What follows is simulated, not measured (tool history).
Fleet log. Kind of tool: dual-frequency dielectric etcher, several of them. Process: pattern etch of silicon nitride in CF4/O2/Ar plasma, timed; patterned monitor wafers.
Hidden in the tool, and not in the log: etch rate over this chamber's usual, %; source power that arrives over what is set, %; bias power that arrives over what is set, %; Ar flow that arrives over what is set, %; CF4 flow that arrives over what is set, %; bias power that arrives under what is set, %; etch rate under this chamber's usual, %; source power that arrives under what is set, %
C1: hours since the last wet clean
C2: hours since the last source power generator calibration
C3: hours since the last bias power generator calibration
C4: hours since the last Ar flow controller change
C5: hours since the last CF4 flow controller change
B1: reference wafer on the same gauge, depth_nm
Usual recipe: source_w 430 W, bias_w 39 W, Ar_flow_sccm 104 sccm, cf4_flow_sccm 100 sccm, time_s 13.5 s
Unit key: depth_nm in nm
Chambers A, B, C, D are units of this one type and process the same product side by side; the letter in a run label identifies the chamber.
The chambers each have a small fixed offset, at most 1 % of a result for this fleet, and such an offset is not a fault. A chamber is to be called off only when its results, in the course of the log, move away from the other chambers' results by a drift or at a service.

run 1B hour=15.1 | source_w=430 bias_w=39 Ar_flow_sccm=104 cf4_flow_sccm=100 time_s=13.5 | C1=203.5 C2=592.3 C3=2240.4 C4=1513.3 C5=1548.2 | B1=20.111 | depth_nm=20.348
run 2D hour=24.7 | source_w=430 bias_w=39 Ar_flow_sccm=104 cf4_flow_sccm=100 time_s=13.5 | C1=308.9 C2=201.2 C3=2842.3 C4=2514.6 C5=2293.9 | B1=20.097 | depth_nm=20.431
run 3A hour=38.9 | source_w=430 bias_w=39 Ar_flow_sccm=104 cf4_flow_sccm=100 time_s=13.5 | C1=324 C2=2232.9 C3=1053.2 C4=786.6 C5=399.2 | B1=20.105 | depth_nm=20.377
run 4C hour=52.1 | source_w=430 bias_w=39 Ar_flow_sccm=104 cf4_flow_sccm=100 time_s=13.5 | C1=114.7 C2=2394.7 C3=2359.2 C4=4872.7 C5=4713.4 | B1=20.098 | depth_nm=20.509
run 5C hour=59.5 | source_w=430 bias_w=39 Ar_flow_sccm=104 cf4_flow_sccm=100 time_s=13.5 | C1=122.1 C2=2402.1 C3=2366.6 C4=4880.1 C5=4720.8 | B1=20.119 | depth_nm=20.312
run 6A hour=68.3 | source_w=430 bias_w=33 Ar_flow_sccm=90 cf4_flow_sccm=100 time_s=13.5 | C1=353.4 C2=2262.3 C3=1082.6 C4=816 C5=428.6 | B1=20.11 | depth_nm=19.441
-- hour=79.1 chamber D: wet clean of the chamber
run 7B hour=79.2 | source_w=430 bias_w=33 Ar_flow_sccm=90 cf4_flow_sccm=100 time_s=13.5 | C1=267.6 C2=656.4 C3=2304.5 C4=1577.4 C5=1612.3 | B1=20.115 | depth_nm=19.612
-- hour=87.6 chamber C: Ar flow controller replaced
run 8D hour=92.4 | source_w=430 bias_w=33 Ar_flow_sccm=90 cf4_flow_sccm=100 time_s=13.5 | C1=13.3 C2=268.9 C3=2910 C4=2582.3 C5=2361.6 | B1=20.102 | depth_nm=19.865
-- hour=97.6 chamber A: wet clean of the chamber
run 9C hour=100.3 | source_w=430 bias_w=33 Ar_flow_sccm=90 cf4_flow_sccm=100 time_s=13.5 | C1=162.9 C2=2442.9 C3=2407.4 C4=12.7 C5=4761.6 | B1=20.094 | depth_nm=19.437
run 10A hour=115.1 | source_w=430 bias_w=39 Ar_flow_sccm=104 cf4_flow_sccm=100 time_s=13.5 | C1=17.6 C2=2309.1 C3=1129.4 C4=862.8 C5=475.4 | B1=20.103 | depth_nm=20.345
run 11B hour=121.9 | source_w=430 bias_w=39 Ar_flow_sccm=104 cf4_flow_sccm=100 time_s=13.5 | C1=310.3 C2=699.1 C3=2347.2 C4=1620.1 C5=1655 | B1=20.095 | depth_nm=20.412
run 12D hour=131.9 | source_w=430 bias_w=39 Ar_flow_sccm=104 cf4_flow_sccm=100 time_s=13.5 | C1=52.8 C2=308.4 C3=2949.5 C4=2621.8 C5=2401.1 | B1=20.093 | depth_nm=20.485
run 13D hour=141.4 | source_w=430 bias_w=39 Ar_flow_sccm=104 cf4_flow_sccm=100 time_s=13.5 | C1=62.3 C2=317.9 C3=2959 C4=2631.3 C5=2410.6 | B1=20.096 | depth_nm=20.369
run 14B hour=149.9 | source_w=430 bias_w=39 Ar_flow_sccm=104 cf4_flow_sccm=100 time_s=13.5 | C1=338.3 C2=727.1 C3=2375.2 C4=1648.1 C5=1683 | B1=20.1 | depth_nm=20.341
run 15A hour=159 | source_w=430 bias_w=39 Ar_flow_sccm=104 cf4_flow_sccm=100 time_s=13.5 | C1=61.5 C2=2353 C3=1173.3 C4=906.7 C5=519.3 | B1=20.099 | depth_nm=20.27
run 16C hour=168.6 | source_w=430 bias_w=39 Ar_flow_sccm=104 cf4_flow_sccm=100 time_s=13.5 | C1=231.2 C2=2511.2 C3=2475.7 C4=81 C5=4829.9 | B1=20.083 | depth_nm=20.128
run 17C hour=181.1 | source_w=430 bias_w=39 Ar_flow_sccm=104 cf4_flow_sccm=100 time_s=13.5 | C1=243.7 C2=2523.7 C3=2488.2 C4=93.5 C5=4842.4 | B1=20.088 | depth_nm=20.088
run 18A hour=189.5 | source_w=430 bias_w=39 Ar_flow_sccm=104 cf4_flow_sccm=100 time_s=13.5 | C1=92 C2=2383.5 C3=1203.8 C4=937.2 C5=549.8 | B1=20.08 | depth_nm=20.31
run 19D hour=196 | source_w=430 bias_w=39 Ar_flow_sccm=104 cf4_flow_sccm=100 time_s=13.5 | C1=116.9 C2=372.5 C3=3013.6 C4=2685.9 C5=2465.2 | B1=20.097 | depth_nm=20.386
run 20B hour=204.3 | source_w=430 bias_w=39 Ar_flow_sccm=104 cf4_flow_sccm=100 time_s=13.5 | C1=392.7 C2=781.5 C3=2429.6 C4=1702.5 C5=1737.4 | B1=20.083 | depth_nm=20.431
run 21D hour=212.2 | source_w=430 bias_w=39 Ar_flow_sccm=104 cf4_flow_sccm=100 time_s=13.5 | C1=133.1 C2=388.7 C3=3029.8 C4=2702.1 C5=2481.4 | B1=20.097 | depth_nm=20.452
run 22A hour=221.4 | source_w=430 bias_w=39 Ar_flow_sccm=104 cf4_flow_sccm=100 time_s=13.5 | C1=123.9 C2=2415.4 C3=1235.7 C4=969.1 C5=581.7 | B1=20.1 | depth_nm=20.095
run 23C hour=233.8 | source_w=430 bias_w=39 Ar_flow_sccm=104 cf4_flow_sccm=100 time_s=13.5 | C1=296.4 C2=2576.4 C3=2540.9 C4=146.2 C5=4895.1 | B1=20.101 | depth_nm=20.113
run 24B hour=248.9 | source_w=430 bias_w=39 Ar_flow_sccm=104 cf4_flow_sccm=100 time_s=13.5 | C1=437.3 C2=826.1 C3=2474.2 C4=1747.1 C5=1782 | B1=20.097 | depth_nm=20.455
run 25A hour=263 | source_w=430 bias_w=39 Ar_flow_sccm=104 cf4_flow_sccm=100 time_s=13.5 | C1=165.5 C2=2457 C3=1277.3 C4=1010.7 C5=623.3 | B1=20.119 | depth_nm=20.198
-- hour=263.1 chamber B: Ar flow controller replaced
run 26D hour=277.5 | source_w=430 bias_w=39 Ar_flow_sccm=104 cf4_flow_sccm=100 time_s=13.5 | C1=198.4 C2=454 C3=3095.1 C4=2767.4 C5=2546.7 | B1=20.101 | depth_nm=20.538
run 27B hour=286.9 | source_w=380 bias_w=39 Ar_flow_sccm=104 cf4_flow_sccm=89 time_s=13.5 | C1=475.3 C2=864.1 C3=2512.2 C4=23.9 C5=1820 | B1=20.076 | depth_nm=17.921
run 28C hour=297.8 | source_w=380 bias_w=39 Ar_flow_sccm=104 cf4_flow_sccm=89 time_s=13.5 | C1=360.4 C2=2640.4 C3=2604.9 C4=210.2 C5=4959.1 | B1=20.101 | depth_nm=17.68
run 29C hour=308.5 | source_w=380 bias_w=39 Ar_flow_sccm=104 cf4_flow_sccm=89 time_s=13.5 | C1=371.1 C2=2651.1 C3=2615.6 C4=220.9 C5=4969.8 | B1=20.093 | depth_nm=17.546
-- hour=313.8 chamber B: wet clean of the chamber
run 30B hour=319.6 | source_w=380 bias_w=39 Ar_flow_sccm=104 cf4_flow_sccm=89 time_s=13.5 | C1=5.8 C2=896.8 C3=2544.9 C4=56.6 C5=1852.7 | B1=20.099 | depth_nm=17.881
run 31A hour=331.1 | source_w=490 bias_w=39 Ar_flow_sccm=95 cf4_flow_sccm=100 time_s=13.5 | C1=233.6 C2=2525.1 C3=1345.4 C4=1078.8 C5=691.4 | B1=20.106 | depth_nm=23.027
run 32D hour=343.4 | source_w=490 bias_w=39 Ar_flow_sccm=95 cf4_flow_sccm=100 time_s=13.5 | C1=264.3 C2=519.9 C3=3161 C4=2833.3 C5=2612.6 | B1=20.093 | depth_nm=23.23
run 33B hour=355.8 | source_w=490 bias_w=39 Ar_flow_sccm=95 cf4_flow_sccm=100 time_s=13.5 | C1=42 C2=933 C3=2581.1 C4=92.8 C5=1888.9 | B1=20.099 | depth_nm=23.08

All chambers now run identical settings, listed one chamber a line with results as question marks. What results will each chamber show?
run 34A hour=366.6 | source_w=430 bias_w=39 Ar_flow_sccm=104 cf4_flow_sccm=100 time_s=15.5 | depth_nm=?
run 34B hour=366.6 | source_w=430 bias_w=39 Ar_flow_sccm=104 cf4_flow_sccm=100 time_s=15.5 | depth_nm=?
run 34C hour=366.6 | source_w=430 bias_w=39 Ar_flow_sccm=104 cf4_flow_sccm=100 time_s=15.5 | depth_nm=?
run 34D hour=366.6 | source_w=430 bias_w=39 Ar_flow_sccm=104 cf4_flow_sccm=100 time_s=15.5 | depth_nm=?

run=34A depth_nm=23.172
run=34B depth_nm=23.379
run=34C depth_nm=22.739
run=34D depth_nm=23.573
